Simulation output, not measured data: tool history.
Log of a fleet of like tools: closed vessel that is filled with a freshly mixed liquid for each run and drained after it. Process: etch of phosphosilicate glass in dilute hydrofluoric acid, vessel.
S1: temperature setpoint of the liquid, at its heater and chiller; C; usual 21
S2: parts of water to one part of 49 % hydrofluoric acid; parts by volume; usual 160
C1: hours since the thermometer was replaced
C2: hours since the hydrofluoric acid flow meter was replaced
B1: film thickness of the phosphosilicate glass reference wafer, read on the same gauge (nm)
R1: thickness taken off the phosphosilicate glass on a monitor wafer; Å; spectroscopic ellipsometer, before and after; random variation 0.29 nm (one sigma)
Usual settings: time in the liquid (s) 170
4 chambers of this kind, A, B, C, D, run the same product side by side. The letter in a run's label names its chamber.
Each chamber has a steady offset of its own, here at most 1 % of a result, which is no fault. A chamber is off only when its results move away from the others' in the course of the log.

run 1D day=0.312 | S1=21 S2=160 time_in_the_liquid_(s)=170 | C1=386.8 C2=1645.9 | B1=149.99 | R1=529.11
run 2C day=0.683 | S1=21 S2=160 time_in_the_liquid_(s)=170 | C1=518.5 C2=1687.0 | B1=150.01 | R1=529.42
run 3B day=0.917 | S1=21 S2=160 time_in_the_liquid_(s)=170 | C1=1264.9 C2=1605.8 | B1=149.99 | R1=528.87
run 4A day=1.225 | S1=21 S2=160 time_in_the_liquid_(s)=170 | C1=477.8 C2=343.3 | B1=149.98 | R1=534.17
run 5C day=1.654 | S1=21 S2=160 time_in_the_liquid_(s)=170 | C1=541.8 C2=1710.3 | B1=150.01 | R1=528.04
run 6B day=2.108 | S1=21 S2=160 time_in_the_liquid_(s)=170 | C1=1293.5 C2=1634.4 | B1=150.00 | R1=530.25
run 7D day=2.379 | S1=21 S2=160 time_in_the_liquid_(s)=170 | C1=436.4 C2=1695.5 | B1=150.01 | R1=522.50
run 8A day=2.892 | S1=21 S2=160 time_in_the_liquid_(s)=170 | C1=517.8 C2=383.3 | B1=149.99 | R1=528.92
run 9D day=3.383 | S1=21 S2=160 time_in_the_liquid_(s)=170 | C1=460.5 C2=1719.6 | B1=149.99 | R1=526.60
run 10A day=3.783 | S1=21 S2=160 time_in_the_liquid_(s)=170 | C1=539.2 C2=404.7 | B1=150.02 | R1=528.71
run 11C day=4.054 | S1=21 S2=160 time_in_the_liquid_(s)=170 | C1=599.4 C2=1767.9 | B1=150.03 | R1=531.64
-- day=4.188 chamber D: hydrofluoric acid flow meter replaced
run 12B day=4.546 | S1=19 S2=160 time_in_the_liquid_(s)=85 | C1=1352.0 C2=1692.9 | B1=150.04 | R1=244.56
run 13B day=4.804 | S1=19 S2=160 time_in_the_liquid_(s)=85 | C1=1358.2 C2=1699.1 | B1=149.98 | R1=243.04
run 14D day=5.167 | S1=19 S2=160 time_in_the_liquid_(s)=85 | C1=503.3 C2=23.6 | B1=150.01 | R1=244.48
run 15C day=5.546 | S1=19 S2=160 time_in_the_liquid_(s)=85 | C1=635.2 C2=1803.7 | B1=149.96 | R1=240.10
run 16A day=5.946 | S1=21 S2=160 time_in_the_liquid_(s)=170 | C1=591.1 C2=456.6 | B1=150.02 | R1=514.61
run 17D day=6.188 | S1=21 S2=85 time_in_the_liquid_(s)=170 | C1=527.8 C2=48.1 | B1=150.01 | R1=1072.90
run 18B day=6.567 | S1=21 S2=85 time_in_the_liquid_(s)=170 | C1=1400.5 C2=1741.4 | B1=150.01 | R1=1076.60
run 19A day=7.071 | S1=21 S2=85 time_in_the_liquid_(s)=170 | C1=618.1 C2=483.6 | B1=149.97 | R1=1055.20
-- day=7.233 chamber C: hydrofluoric acid flow meter replaced
run 20C day=7.350 | S1=21 S2=85 time_in_the_liquid_(s)=170 | C1=678.5 C2=2.9 | B1=150.03 | R1=1070.00
run 21B day=7.796 | S1=21 S2=160 time_in_the_liquid_(s)=170 | C1=1430.0 C2=1770.9 | B1=150.01 | R1=532.61
run 22A day=8.029 | S1=21 S2=160 time_in_the_liquid_(s)=170 | C1=641.1 C2=506.6 | B1=149.97 | R1=510.47
run 23C day=8.404 | S1=21 S2=160 time_in_the_liquid_(s)=170 | C1=703.8 C2=28.2 | B1=150.04 | R1=518.57
run 24D day=8.725 | S1=21 S2=160 time_in_the_liquid_(s)=170 | C1=588.7 C2=109.0 | B1=150.00 | R1=528.03
run 25A day=9.125 | S1=21 S2=160 time_in_the_liquid_(s)=170 | C1=667.4 C2=532.9 | B1=150.00 | R1=502.39

Is one chamber off against the others, does the gauge drift, or is nothing wrong? If a chamber is off, say which, and what the likeliest cause is.

Chamber A drifts away from the others.
Cause: hydrofluoric acid flow below the setpoint (%) = 4.83.
The log may not tell that from: liquid colder than its thermometer reads (K).

Here are 4 candidates for chamber A's next run, each the usual settings with a change, their results left as question marks. Which one brings its results back in line with what the others give on the usual settings?
In line means no further than this from the other chambers' mean on the usual settings: R1 10.00 Å
run 26A-1 day=9.508 | S1=21.0 S2=155 time_in_the_liquid_(s)=180 | R1=?
run 26A-2 day=9.508 | S1=21.0 S2=160 time_in_the_liquid_(s)=160 | R1=?
run 26A-3 day=9.508 | S1=21.0 S2=165 time_in_the_liquid_(s)=160 | R1=?
run 26A-4 day=9.508 | S1=22.5 S2=160 time_in_the_liquid_(s)=170 | R1=?

The other chambers' mean on the usual settings: R1 529.05 Å
run=26A-1 R1=549.64
run=26A-2 R1=470.62
run=26A-3 R1=453.83
run=26A-4 R1=530.09
26A-4 brings the chamber back in line.

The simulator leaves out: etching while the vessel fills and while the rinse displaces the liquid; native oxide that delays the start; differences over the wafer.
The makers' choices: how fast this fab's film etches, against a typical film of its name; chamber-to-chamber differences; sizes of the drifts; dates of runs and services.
